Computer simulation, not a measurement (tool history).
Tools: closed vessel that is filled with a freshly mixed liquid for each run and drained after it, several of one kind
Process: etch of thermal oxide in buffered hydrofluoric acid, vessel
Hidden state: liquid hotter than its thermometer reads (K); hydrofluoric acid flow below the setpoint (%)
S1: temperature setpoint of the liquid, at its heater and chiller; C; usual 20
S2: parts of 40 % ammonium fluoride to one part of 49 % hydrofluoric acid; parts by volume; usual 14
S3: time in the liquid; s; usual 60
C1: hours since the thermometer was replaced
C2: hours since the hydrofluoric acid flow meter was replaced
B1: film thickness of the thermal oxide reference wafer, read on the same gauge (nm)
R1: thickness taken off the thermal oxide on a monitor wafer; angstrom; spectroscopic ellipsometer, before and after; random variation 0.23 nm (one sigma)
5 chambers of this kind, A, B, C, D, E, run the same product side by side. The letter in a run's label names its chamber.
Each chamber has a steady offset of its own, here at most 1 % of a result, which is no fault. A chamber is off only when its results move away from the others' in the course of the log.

run 1A hour=7.1 | S1=20 S2=14 S3=60 | C1=988.7 C2=1004.5 | B1=70.001 | R1=406.89
run 2B hour=13 | S1=20 S2=14 S3=60 | C1=1775.3 C2=649.6 | B1=70.05 | R1=403.48
run 3D hour=17.5 | S1=20 S2=14 S3=60 | C1=665.4 C2=160.8 | B1=69.993 | R1=405.4
run 4E hour=21.9 | S1=20 S2=14 S3=60 | C1=587.9 C2=1661.8 | B1=70.02 | R1=403.63
run 5C hour=27.9 | S1=20 S2=14 S3=60 | C1=643 C2=886.4 | B1=69.99 | R1=407.34
run 6A hour=31.8 | S1=20 S2=14 S3=60 | C1=1013.4 C2=1029.2 | B1=69.987 | R1=406.12
run 7D hour=38.6 | S1=20 S2=14 S3=60 | C1=686.5 C2=181.9 | B1=70.004 | R1=410.77
run 8E hour=42.3 | S1=20 S2=14 S3=90 | C1=608.3 C2=1682.2 | B1=70.011 | R1=604.12
run 9C hour=48.3 | S1=20 S2=14 S3=90 | C1=663.4 C2=906.8 | B1=70.018 | R1=610.91
run 10B hour=53.9 | S1=20 S2=14 S3=90 | C1=1816.2 C2=690.5 | B1=69.983 | R1=604.05
run 11E hour=60.6 | S1=20 S2=14 S3=90 | C1=626.6 C2=1700.5 | B1=70.002 | R1=607.82
run 12C hour=64.6 | S1=20 S2=14 S3=90 | C1=679.7 C2=923.1 | B1=70.012 | R1=609.35
run 13D hour=68.3 | S1=20 S2=14 S3=60 | C1=716.2 C2=211.6 | B1=70.015 | R1=411.07
run 14B hour=72.1 | S1=20 S2=14 S3=80 | C1=1834.4 C2=708.7 | B1=69.991 | R1=536.8
run 15A hour=78.2 | S1=20 S2=14 S3=80 | C1=1059.8 C2=1075.6 | B1=69.974 | R1=542.29
run 16B hour=85.1 | S1=20 S2=14 S3=80 | C1=1847.4 C2=721.7 | B1=69.976 | R1=537.2
run 17E hour=91 | S1=20 S2=14 S3=80 | C1=657 C2=1730.9 | B1=69.979 | R1=536.27
run 18C hour=95.1 | S1=20 S2=14 S3=80 | C1=710.2 C2=953.6 | B1=70.019 | R1=535.56
run 19A hour=101.5 | S1=20 S2=14 S3=60 | C1=1083.1 C2=1098.9 | B1=69.961 | R1=408.33
run 20D hour=108.7 | S1=20 S2=14 S3=60 | C1=756.6 C2=252 | B1=70.007 | R1=413.74
run 21B hour=113.2 | S1=20 S2=14 S3=60 | C1=1875.5 C2=749.8 | B1=69.985 | R1=400.91
run 22C hour=116.4 | S1=20 S2=14 S3=60 | C1=731.5 C2=974.9 | B1=69.983 | R1=398.82
run 23E hour=122.2 | S1=20 S2=14 S3=60 | C1=688.2 C2=1762.1 | B1=69.962 | R1=398.24
run 24D hour=126.9 | S1=20 S2=14 S3=60 | C1=774.8 C2=270.2 | B1=70.008 | R1=409.94
run 25A hour=133.2 | S1=20 S2=14 S3=60 | C1=1114.8 C2=1130.6 | B1=69.998 | R1=405.59
run 26A hour=140.3 | S1=20 S2=17.5 S3=90 | C1=1121.9 C2=1137.7 | B1=70.048 | R1=492.04
run 27D hour=146.9 | S1=20 S2=17.5 S3=90 | C1=794.8 C2=290.2 | B1=70.011 | R1=497.56
run 28C hour=150.8 | S1=20 S2=17.5 S3=90 | C1=765.9 C2=1009.3 | B1=69.992 | R1=469.9
run 29E hour=156.1 | S1=20 S2=17.5 S3=90 | C1=722.1 C2=1796 | B1=70.008 | R1=487.46
run 30B hour=160 | S1=20 S2=17.5 S3=90 | C1=1922.3 C2=796.6 | B1=69.993 | R1=483.14
run 31E hour=164.3 | S1=20 S2=14 S3=60 | C1=730.3 C2=1804.2 | B1=69.992 | R1=407.39
run 32D hour=171.4 | S1=20 S2=14 S3=60 | C1=819.3 C2=314.7 | B1=70.038 | R1=412.29
run 33C hour=175.6 | S1=20 S2=14 S3=60 | C1=790.7 C2=1034.1 | B1=69.981 | R1=387.15
run 34A hour=181.3 | S1=20 S2=14 S3=60 | C1=1162.9 C2=1178.7 | B1=70.016 | R1=405.55
run 35B hour=185.4 | S1=20 S2=14 S3=60 | C1=1947.7 C2=822 | B1=70.012 | R1=403.5
run 36C hour=189.6 | S1=17 S2=14 S3=60 | C1=804.7 C2=1048.1 | B1=70.007 | R1=324.13
run 37B hour=195.4 | S1=17 S2=14 S3=60 | C1=1957.7 C2=832 | B1=69.999 | R1=336.04
run 38D hour=200.4 | S1=17 S2=14 S3=60 | C1=848.3 C2=343.7 | B1=70.013 | R1=349.29
run 39E hour=204.1 | S1=17 S2=14 S3=60 | C1=770.1 C2=1844 | B1=70.014 | R1=342.15
run 40A hour=210.5 | S1=17 S2=14 S3=60 | C1=1192.1 C2=1207.9 | B1=70.037 | R1=342.29
run 41A hour=215.6 | S1=20 S2=14 S3=60 | C1=1197.2 C2=1213 | B1=69.982 | R1=403.52

What goes on in this fleet: one chamber off, a drifting gauge, or nothing beyond the chambers' own small offsets? Name the chamber and the cause, if any.

Chamber C drifts away from the others.
Cause: hydrofluoric acid flow below the setpoint (%) = 8.14.
The log may not tell that from: liquid colder than its thermometer reads (K).

Here are 4 candidates for chamber C's next run, each the usual settings with a change, their results left as question marks. Which one brings its results back in line with what the others give on the usual settings?
In line means no further than this from the other chambers' mean on the usual settings: R1 8.2 angstrom
run 42C-1 hour=220.8 | S1=20 S2=14.5 S3=60 | R1=?
run 42C-2 hour=220.8 | S1=20 S2=14 S3=65 | R1=?
run 42C-3 hour=220.8 | S1=20 S2=14 S3=55 | R1=?
run 42C-4 hour=220.8 | S1=20 S2=13.5 S3=60 | R1=?

The other chambers' mean on the usual settings: R1 405.99 angstrom
run=42C-1 R1=360.89
run=42C-2 R1=404.83
run=42C-3 R1=342.55
run=42C-4 R1=387.39
42C-2 brings the chamber back in line.

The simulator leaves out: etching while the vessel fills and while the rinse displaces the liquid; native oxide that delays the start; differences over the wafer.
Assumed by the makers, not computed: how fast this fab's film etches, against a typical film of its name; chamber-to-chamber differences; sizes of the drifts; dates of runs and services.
